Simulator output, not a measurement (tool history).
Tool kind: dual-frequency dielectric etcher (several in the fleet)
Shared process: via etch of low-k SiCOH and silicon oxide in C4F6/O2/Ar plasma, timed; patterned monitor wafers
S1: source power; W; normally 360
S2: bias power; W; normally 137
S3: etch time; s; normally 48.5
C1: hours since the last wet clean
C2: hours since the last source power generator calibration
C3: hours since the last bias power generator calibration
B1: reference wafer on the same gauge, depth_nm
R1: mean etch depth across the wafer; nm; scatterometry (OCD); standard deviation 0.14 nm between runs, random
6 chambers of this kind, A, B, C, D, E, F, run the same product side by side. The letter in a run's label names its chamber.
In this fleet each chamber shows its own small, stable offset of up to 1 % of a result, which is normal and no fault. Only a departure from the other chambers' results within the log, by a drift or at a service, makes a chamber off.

run    day   S1   S2    S3     C1      C2      C3      B1       R1
 1B  0.167  360  137  48.5  379.3  2143.5   487.1  99.023  112.000
 2C  0.404  360  137  48.5  347.8  1239.9   158.0  99.076  110.970
 3A  0.612  360  137  48.5  377.8  1739.3  2282.0  99.030  112.780
 4F  0.829  360  137  48.5  172.8   531.6  2049.4  99.033  111.220
 5D  1.012  360  137  48.5  416.6   234.2  2004.2  99.064  111.430
 6E  1.288  360  168  48.5   57.1  3244.0   871.0  99.079  119.070
 7A  1.542  360  168  48.5  400.1  1761.6  2304.3  99.079  120.240
 8F  1.758  360  168  48.5  195.1   553.9  2071.7  99.083  118.330
 9E  1.996  360  168  48.5   74.1  3261.0   888.0  99.125  119.030
     2.125  -- chamber A: wet clean of the chamber
10C  2.225  360  168  48.5  391.5  1283.6   201.7  99.132  118.340
11B  2.446  360  168  48.5  434.0  2198.2   541.8  99.146  119.480
12D  2.700  360  137  48.5  457.1   274.7  2044.7  99.153  111.310
13E  3.004  360  137  48.5   98.3  3285.2   912.2  99.191  111.830
14C  3.204  450  137  48.5  415.0  1307.1   225.2  99.174  120.810
15B  3.383  450  137  48.5  456.5  2220.7   564.3  99.174  122.290
16D  3.571  450  137  48.5  478.0   295.6  2065.6  99.207  121.830
17F  3.788  450  137  48.5  243.8   602.6  2120.4  99.214  121.850
18A  4.071  450  137  48.5   46.8  1822.3  2365.0  99.192  123.280
19D  4.342  450  137  48.5  496.5   314.1  2084.1  99.266  121.920
20F  4.579  360  137  48.5  262.8   621.6  2139.4  99.252  111.300
21C  4.817  360  137  48.5  453.7  1345.8   263.9  99.292  111.140
22A  4.954  360  137  48.5   68.0  1843.5  2386.2  99.292  112.950
23E  5.254  360  137  48.5  152.3  3339.2   966.2  99.294  111.990
24B  5.517  360  137  48.5  507.7  2271.9   615.5  99.328  112.050
25A  5.783  360  137  48.5   87.9  1863.4  2406.1  99.340  113.160
26B  5.992  360  137  48.5  519.1  2283.3   626.9  99.334  112.040
27E  6.171  360  137  48.5  174.3  3361.2   988.2  99.325  112.160
28D  6.308  360  137  48.5  543.7   361.3  2131.3  99.341  111.740
29C  6.450  360  109  38.0  492.9  1385.0   303.1  99.362   81.594
30F  6.658  360  109  38.0  312.7   671.5  2189.3  99.388   81.719
31E  6.912  360  109  38.0  192.1  3379.0  1006.0  99.411   82.106
32C  7.208  360  109  38.0  511.1  1403.2   321.3  99.437   81.450
33F  7.400  360  109  38.0  330.5   689.3  2207.1  99.426   81.560
34B  7.588  360  109  38.0  557.4  2321.6   665.2  99.435   82.346
35D  7.900  360  137  48.5  581.9   399.5  2169.5  99.438  112.020
36A  8.108  360  137  48.5  143.7  1919.2  2461.9  99.483  113.040
37A  8.396  360  137  48.5  150.6  1926.1  2468.8  99.502  113.300
38D  8.658  360  137  48.5  600.1   417.7  2187.7  99.493  112.050

Decide between three cases: one chamber stands off from its peers, the gauge reading all wafers drifts, or nothing is wrong past each chamber's small offset. Where a chamber is off, say which and what most likely put it there.

It is the gauge, not a chamber: its drift shows up in every chamber's results at once, and no chamber is off.
Cause: gauge reads high (%) = 0.513.
